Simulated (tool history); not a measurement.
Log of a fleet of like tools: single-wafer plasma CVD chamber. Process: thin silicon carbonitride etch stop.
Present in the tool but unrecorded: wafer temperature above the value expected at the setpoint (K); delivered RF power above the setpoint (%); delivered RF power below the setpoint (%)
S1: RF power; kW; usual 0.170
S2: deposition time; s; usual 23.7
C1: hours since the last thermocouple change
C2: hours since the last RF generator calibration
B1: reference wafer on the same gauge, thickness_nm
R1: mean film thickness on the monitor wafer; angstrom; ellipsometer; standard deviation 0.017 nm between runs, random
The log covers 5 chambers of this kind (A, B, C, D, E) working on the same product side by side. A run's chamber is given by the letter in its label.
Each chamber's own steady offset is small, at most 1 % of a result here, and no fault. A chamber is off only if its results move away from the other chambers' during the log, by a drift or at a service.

Run 1B, day 0.146: usual settings; C1 297.1; C2 468.7; B1 11.897. Result: R1 128.64 angstrom.
Run 2D, day 0.317: usual settings; C1 806.5; C2 960.1; B1 11.901. Result: R1 128.06 angstrom.
Run 3C, day 0.550: usual settings; C1 768.5; C2 817.8; B1 11.891. Result: R1 129.11 angstrom.
Run 4A, day 0.754: usual settings; C1 1437.6; C2 213.7; B1 11.898. Result: R1 127.97 angstrom.
Run 5E, day 0.958: usual settings but S1 0.180 kW; C1 2328.5; C2 836.4; B1 11.891. Result: R1 130.09 angstrom.
Run 6B, day 1.125: usual settings but S1 0.180 kW; C1 320.6; C2 492.2; B1 11.890. Result: R1 130.87 angstrom.
Run 7D, day 1.358: usual settings but S1 0.180 kW; C1 831.5; C2 985.1; B1 11.890. Result: R1 129.74 angstrom.
Run 8E, day 1.521: usual settings but S1 0.180 kW; C1 2342.0; C2 849.9; B1 11.886. Result: R1 130.36 angstrom.
Run 9C, day 1.771: usual settings but S1 0.180 kW; C1 797.8; C2 847.1; B1 11.882. Result: R1 131.57 angstrom.
Run 10A, day 1.979: usual settings; C1 1467.0; C2 243.1; B1 11.882. Result: R1 127.96 angstrom.
Run 11C, day 2.192: usual settings; C1 807.9; C2 857.2; B1 11.885. Result: R1 128.86 angstrom.
Run 12D, day 2.446: usual settings; C1 857.6; C2 1011.2; B1 11.879. Result: R1 127.76 angstrom.
Run 13E, day 2.562: usual settings; C1 2367.0; C2 874.9; B1 11.876. Result: R1 127.79 angstrom.
Run 14A, day 2.812: usual settings; C1 1487.0; C2 263.1; B1 11.873. Result: R1 128.09 angstrom.
Run 15B, day 3.021: usual settings but S2 25.3 s; C1 366.1; C2 537.7; B1 11.870. Result: R1 137.31 angstrom.
Run 16D, day 3.258: usual settings but S2 25.3 s; C1 877.1; C2 1030.7; B1 11.871. Result: R1 136.45 angstrom.
Run 17C, day 3.375: usual settings but S2 25.3 s; C1 836.3; C2 885.6; B1 11.871. Result: R1 137.40 angstrom.
Run 18E, day 3.542: usual settings but S2 25.3 s; C1 2390.5; C2 898.4; B1 11.873. Result: R1 136.44 angstrom.
Run 19A, day 3.704: usual settings but S2 25.3 s; C1 1508.4; C2 284.5; B1 11.870. Result: R1 136.25 angstrom.
Run 20B, day 3.958: usual settings but S1 0.160 kW, S2 27.0 s; C1 388.6; C2 560.2; B1 11.867. Result: R1 143.47 angstrom.
Run 21D, day 4.183: usual settings but S1 0.160 kW, S2 27.0 s; C1 899.3; C2 1052.9; B1 11.864. Result: R1 142.76 angstrom.
Run 22A, day 4.375: usual settings but S1 0.160 kW, S2 27.0 s; C1 1524.5; C2 300.6; B1 11.866. Result: R1 142.94 angstrom.
Run 23C, day 4.588: usual settings but S1 0.160 kW, S2 27.0 s; C1 865.4; C2 914.7; B1 11.863. Result: R1 144.33 angstrom.
Run 24B, day 4.829: usual settings but S1 0.160 kW, S2 27.0 s; C1 409.5; C2 581.1; B1 11.861. Result: R1 143.34 angstrom.
Run 25E, day 5.004: usual settings; C1 2425.6; C2 933.5; B1 11.856. Result: R1 127.96 angstrom.
Run 26A, day 5.138: usual settings but S1 0.195 kW, S2 28.1 s; C1 1542.8; C2 318.9; B1 11.861. Result: R1 157.74 angstrom.
Run 27C, day 5.275: usual settings but S1 0.195 kW, S2 28.1 s; C1 881.9; C2 931.2; B1 11.851. Result: R1 159.16 angstrom.
Run 28E, day 5.467: usual settings but S1 0.195 kW, S2 28.1 s; C1 2436.7; C2 944.6; B1 11.856. Result: R1 158.03 angstrom.
Run 29B, day 5.675: usual settings but S1 0.195 kW, S2 28.1 s; C1 429.8; C2 601.4; B1 11.849. Result: R1 158.23 angstrom.
Run 30D, day 5.867: usual settings but S1 0.195 kW, S2 28.1 s; C1 939.7; C2 1093.3; B1 11.851. Result: R1 157.42 angstrom.
Run 31B, day 6.033: usual settings; C1 438.4; C2 610.0; B1 11.849. Result: R1 128.15 angstrom.
Run 32C, day 6.179: usual settings; C1 903.6; C2 952.9; B1 11.853. Result: R1 128.54 angstrom.
Run 33A, day 6.338: usual settings; C1 1571.6; C2 347.7; B1 11.846. Result: R1 127.89 angstrom.
Run 34E, day 6.508: usual settings; C1 2461.7; C2 969.6; B1 11.844. Result: R1 127.80 angstrom.
Run 35D, day 6.646: usual settings; C1 958.4; C2 1112.0; B1 11.845. Result: R1 127.32 angstrom.
Run 36A, day 6.875: usual settings but S1 0.160 kW, S2 20.2 s; C1 1584.5; C2 360.6; B1 11.842. Result: R1 106.86 angstrom.
Run 37E, day 7.092: usual settings but S1 0.160 kW, S2 20.2 s; C1 2475.7; C2 983.6; B1 11.842. Result: R1 106.79 angstrom.
Run 38D, day 7.296: usual settings but S1 0.160 kW, S2 20.2 s; C1 974.0; C2 1127.6; B1 11.839. Result: R1 106.44 angstrom.
Run 39B, day 7.492: usual settings but S1 0.160 kW, S2 20.2 s; C1 473.4; C2 645.0; B1 11.840. Result: R1 107.21 angstrom.
Run 40C, day 7.608: usual settings but S1 0.160 kW, S2 20.2 s; C1 937.9; C2 987.2; B1 11.835. Result: R1 107.74 angstrom.

For the next run the whole fleet of 5 chambers uses the same settings. Give each chamber's results:
Run 41A, day 7.788: usual settings but S2 26.3 s. Result: R1 ?.
Run 41B, day 7.788: usual settings but S2 26.3 s. Result: R1 ?.
Run 41C, day 7.788: usual settings but S2 26.3 s. Result: R1 ?.
Run 41D, day 7.788: usual settings but S2 26.3 s. Result: R1 ?.
Run 41E, day 7.788: usual settings but S2 26.3 s. Result: R1 ?.

run      R1
41A  141.57
41B  142.27
41C  142.66
41D  141.22
41E  141.76

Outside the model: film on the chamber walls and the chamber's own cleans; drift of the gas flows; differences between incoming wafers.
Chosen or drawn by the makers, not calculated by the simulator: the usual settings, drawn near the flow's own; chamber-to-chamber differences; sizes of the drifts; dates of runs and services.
